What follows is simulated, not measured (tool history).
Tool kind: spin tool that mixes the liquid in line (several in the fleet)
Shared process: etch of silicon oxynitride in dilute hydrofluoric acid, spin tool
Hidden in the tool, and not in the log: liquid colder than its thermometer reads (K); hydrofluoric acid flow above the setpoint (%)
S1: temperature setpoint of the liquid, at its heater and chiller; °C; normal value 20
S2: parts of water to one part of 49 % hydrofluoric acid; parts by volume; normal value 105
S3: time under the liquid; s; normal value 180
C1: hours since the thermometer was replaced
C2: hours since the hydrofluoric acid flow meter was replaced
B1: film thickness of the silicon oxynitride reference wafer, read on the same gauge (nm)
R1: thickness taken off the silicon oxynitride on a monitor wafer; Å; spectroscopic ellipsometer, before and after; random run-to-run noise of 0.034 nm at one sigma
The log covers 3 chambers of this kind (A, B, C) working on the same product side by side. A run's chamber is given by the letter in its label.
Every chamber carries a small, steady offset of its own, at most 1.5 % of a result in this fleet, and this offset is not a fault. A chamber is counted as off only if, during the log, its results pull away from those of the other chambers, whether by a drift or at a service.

run,hour,S1,S2,S3,C1,C2,B1,R1
1C,8.9,20,105,180,1193.6,111.6,150.01,55.629
2B,19.3,20,105,180,522.6,679,149.99,56.89
3A,28.2,20,105,180,1380.4,962.7,150.01,57.033
4B,34.1,20,105,180,537.4,693.8,150,56.383
5C,41.4,20,105,180,1226.1,144.1,150,55.001
6A,47.1,20,105,180,1399.3,981.6,150.01,56.845
7A,53.5,20,150,75,1405.7,988,150.01,16.322
8B,64.2,20,150,75,567.5,723.9,149.99,16.155
9C,71,20,150,75,1255.7,173.7,150.01,15.87
10C,80.2,20,105,180,1264.9,182.9,149.99,55.9
11B,90.8,20,105,180,594.1,750.5,150.01,56.771
12A,101.2,20,105,180,1453.4,1035.7,150,57.317
13B,109.3,20,105,180,612.6,769,150,56.97
14A,117.8,20,75,180,1470,1052.3,150.01,82.039
15C,125.2,20,75,180,1309.9,227.9,150.02,79.542
16B,133.4,20,75,180,636.7,793.1,149.99,80.726
17A,144.3,20,105,180,1496.5,1078.8,150,58.24
18C,151.5,20,105,180,1336.2,254.2,149.99,55.611
19A,159.6,20,105,180,1511.8,1094.1,149.98,58.146
20B,165.2,20,105,180,668.5,824.9,149.97,56.56
21C,173.9,20,105,180,1358.6,276.6,150,56.149
22A,182.3,20,105,180,1534.5,1116.8,150.03,58.799
23C,193.6,20,105,180,1378.3,296.3,150,55.987
# hour 199.9: chamber C: thermometer replaced
24B,200.1,20,105,180,703.4,859.8,149.99,57.424
25B,207.6,20,105,180,710.9,867.3,150.01,56.792
# hour 215.7: chamber B: thermometer replaced
26A,216.3,20,105,180,1568.5,1150.8,150,59.071
27C,222.5,20,65,180,22.6,325.2,149.99,91.77
28A,228.6,20,65,180,1580.8,1163.1,149.97,97.674
29C,238.4,20,65,180,38.5,341.1,150,92.003
30B,249.4,20,60,180,33.7,909.1,149.99,102.07
31C,255,20,60,180,55.1,357.7,150,100.11

Next, every chamber runs the same settings. What will each give?
32A,263.3,20,80,180,,,,?
32B,263.3,20,80,180,,,,?
32C,263.3,20,80,180,,,,?

run,R1
32A,79.214
32B,75.217
32C,74.043
